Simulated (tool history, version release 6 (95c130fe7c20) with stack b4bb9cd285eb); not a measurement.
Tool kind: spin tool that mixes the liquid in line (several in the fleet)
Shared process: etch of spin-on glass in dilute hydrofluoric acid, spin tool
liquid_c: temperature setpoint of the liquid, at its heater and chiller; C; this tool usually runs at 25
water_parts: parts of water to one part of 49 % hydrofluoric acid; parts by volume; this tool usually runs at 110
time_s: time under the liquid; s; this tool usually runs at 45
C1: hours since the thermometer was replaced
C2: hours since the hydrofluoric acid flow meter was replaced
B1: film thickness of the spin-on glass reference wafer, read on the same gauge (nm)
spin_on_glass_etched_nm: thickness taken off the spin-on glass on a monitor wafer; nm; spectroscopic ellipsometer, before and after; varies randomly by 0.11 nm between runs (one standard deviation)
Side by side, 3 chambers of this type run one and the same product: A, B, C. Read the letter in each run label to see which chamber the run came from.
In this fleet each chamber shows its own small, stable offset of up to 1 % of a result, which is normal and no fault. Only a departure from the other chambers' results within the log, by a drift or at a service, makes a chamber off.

Run 1C, hour 6.7: usual settings; C1 180; C2 1792.3; B1 49.993. Result: spin_on_glass_etched_nm 14.881 nm.
Run 2A, hour 12.4: usual settings; C1 778.1; C2 470; B1 50.009. Result: spin_on_glass_etched_nm 15.257 nm.
Run 3B, hour 17.8: usual settings; C1 1564.3; C2 1267; B1 49.971. Result: spin_on_glass_etched_nm 15.245 nm.
Run 4C, hour 21.2: usual settings; C1 194.5; C2 1806.8; B1 50.035. Result: spin_on_glass_etched_nm 15.105 nm.
Run 5B, hour 26.4: usual settings but liquid_c 21 C; C1 1572.9; C2 1275.6; B1 49.976. Result: spin_on_glass_etched_nm 12.88 nm.
Run 6A, hour 32.4: usual settings but liquid_c 21 C; C1 798.1; C2 490; B1 49.991. Result: spin_on_glass_etched_nm 12.883 nm.
Run 7B, hour 38.5: usual settings but liquid_c 21 C; C1 1585; C2 1287.7; B1 49.966. Result: spin_on_glass_etched_nm 12.94 nm.
Run 8C, hour 42.7: usual settings; C1 216; C2 1828.3; B1 50.009. Result: spin_on_glass_etched_nm 15.018 nm.
Run 9A, hour 46.4: usual settings; C1 812.1; C2 504; B1 49.949. Result: spin_on_glass_etched_nm 14.981 nm.
Run 10C, hour 53.5: usual settings; C1 226.8; C2 1839.1; B1 50.023. Result: spin_on_glass_etched_nm 15.071 nm.
Run 11A, hour 58.9: usual settings; C1 824.6; C2 516.5; B1 49.979. Result: spin_on_glass_etched_nm 15.391 nm.
Run 12B, hour 64.4: usual settings; C1 1610.9; C2 1313.6; B1 50.018. Result: spin_on_glass_etched_nm 14.779 nm.
Run 13C, hour 69.8: usual settings; C1 243.1; C2 1855.4; B1 50.003. Result: spin_on_glass_etched_nm 15.15 nm.
Run 14A, hour 74.3: usual settings; C1 840; C2 531.9; B1 49.983. Result: spin_on_glass_etched_nm 15.405 nm.
At hour 78.3: chamber A: hydrofluoric acid flow meter replaced.
Run 15B, hour 82: usual settings; C1 1628.5; C2 1331.2; B1 50.019. Result: spin_on_glass_etched_nm 14.707 nm.
Run 16A, hour 85.8: usual settings; C1 851.5; C2 7.6; B1 49.999. Result: spin_on_glass_etched_nm 15.202 nm.
Run 17B, hour 92.6: usual settings; C1 1639.1; C2 1341.8; B1 49.972. Result: spin_on_glass_etched_nm 14.671 nm.
Run 18C, hour 99.7: usual settings but liquid_c 22 C, time_s 35 s; C1 273; C2 1885.3; B1 50.006. Result: spin_on_glass_etched_nm 10.448 nm.
Run 19B, hour 103.6: usual settings but liquid_c 22 C, time_s 35 s; C1 1650.1; C2 1352.8; B1 49.997. Result: spin_on_glass_etched_nm 10.106 nm.
Run 20A, hour 107.4: usual settings but liquid_c 22 C, time_s 35 s; C1 873.1; C2 29.2; B1 50.002. Result: spin_on_glass_etched_nm 10.645 nm.
Run 21C, hour 112.1: usual settings but liquid_c 28.5 C; C1 285.4; C2 1897.7; B1 50.035. Result: spin_on_glass_etched_nm 17.005 nm.
Run 22B, hour 116.4: usual settings but liquid_c 28.5 C; C1 1662.9; C2 1365.6; B1 50.027. Result: spin_on_glass_etched_nm 16.428 nm.
Run 23C, hour 124: usual settings but liquid_c 28.5 C; C1 297.3; C2 1909.6; B1 50.007. Result: spin_on_glass_etched_nm 17.117 nm.

Is one chamber out of step, is the gauge drifting, or do the chambers differ by no more than their own small offsets? For an off chamber, give its letter and the likeliest cause.

One chamber, B, drifts off from the rest bit by bit.
Likeliest cause: hydrofluoric acid flow below the setpoint (%) = 6.07.
The log may not separate it from: liquid colder than its thermometer reads (K).

Here are 4 candidates for chamber B's next run, each the usual settings with a change, their results left as question marks. Which one brings its results back in line with what the others give on the usual settings?
Maximum distance from the other chambers' mean on the usual settings for a result to count as in line: spin_on_glass_etched_nm 0.38 nm
Run 24B-1, hour 129.6: usual settings but liquid_c 26.5 C. Result: spin_on_glass_etched_nm ?.
Run 24B-2, hour 129.6: usual settings but liquid_c 25.5 C. Result: spin_on_glass_etched_nm ?.
Run 24B-3, hour 129.6: usual settings but liquid_c 23.5 C. Result: spin_on_glass_etched_nm ?.
Run 24B-4, hour 129.6: usual settings but liquid_c 24.5 C. Result: spin_on_glass_etched_nm ?.

Other chambers, usual settings, mean: spin_on_glass_etched_nm 15.086 nm
  run  spin_on_glass_etched_nm
24B-1                   14.919
24B-2                   14.357
24B-3                   13.281
24B-4                   13.811
Change 24B-1 lands the chamber within the allowed miss of the other chambers.

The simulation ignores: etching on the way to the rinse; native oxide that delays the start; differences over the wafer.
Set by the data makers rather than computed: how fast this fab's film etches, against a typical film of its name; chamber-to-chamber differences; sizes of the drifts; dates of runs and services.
